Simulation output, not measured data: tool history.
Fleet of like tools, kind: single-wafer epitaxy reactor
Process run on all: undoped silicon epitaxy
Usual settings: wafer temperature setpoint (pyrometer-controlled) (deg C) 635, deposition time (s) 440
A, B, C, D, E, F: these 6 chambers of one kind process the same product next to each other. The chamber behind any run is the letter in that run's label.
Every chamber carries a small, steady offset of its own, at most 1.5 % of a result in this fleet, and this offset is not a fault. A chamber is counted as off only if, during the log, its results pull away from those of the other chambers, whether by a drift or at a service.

run,day,wafer temperature setpoint (pyrometer-controlled) (deg C),deposition time (s),"read-back reference wafer on the same gauge, thickness_nm",mean film thickness on the monitor wafer (Å)
1C,0.288,635,440,55.967,531.08
2F,0.696,635,440,55.970,530.22
3B,1.058,635,440,56.044,529.09
4E,1.442,635,440,55.982,532.57
5A,1.733,635,440,56.000,534.98
6D,1.975,635,440,56.010,539.47
7A,2.238,643,511,55.993,740.59
8B,2.650,643,511,56.032,737.37
9C,3.112,643,511,56.024,742.66
10D,3.596,643,511,55.982,742.37
11E,4.088,643,511,55.969,740.69
12F,4.412,643,511,55.938,737.10
13B,4.688,635,440,56.008,530.12
14F,5.079,635,440,55.998,531.60
15C,5.408,635,440,55.971,532.16
16E,5.883,643,394,55.979,572.28
17A,6.242,643,394,56.002,571.76
18D,6.517,643,394,56.005,577.06
19E,6.862,643,394,55.973,568.90
20D,7.162,643,394,55.967,576.73
21C,7.392,643,394,56.039,568.95
22A,7.621,635,440,56.044,533.34
23F,8.083,644,507,55.980,750.75
24B,8.558,644,507,56.020,745.65
25A,9.033,644,507,56.020,750.02
26B,9.442,644,507,55.993,744.14
27D,9.750,644,507,56.035,756.97
28E,10.183,644,507,56.007,751.29
29F,10.550,635,466,55.980,561.73
30C,10.862,635,466,56.004,564.75
31A,11.121,635,466,56.004,565.14
32D,11.542,635,466,55.998,566.46
33E,11.821,635,466,56.008,563.55
34F,12.179,635,466,56.039,562.75
35B,12.500,635,440,55.982,529.10
36C,12.750,635,440,55.945,532.60
37F,12.988,635,440,56.017,533.69
38A,13.342,635,440,56.008,529.97

Read the log: is a single chamber off, either drifting away or since a service, is the gauge that measures every chamber drifting, or is nothing wrong beyond small per-chamber offsets? Name any odd chamber and what most likely caused it.

No chamber is off and the gauge is stable; the differences are just each chamber's small, constant offset.
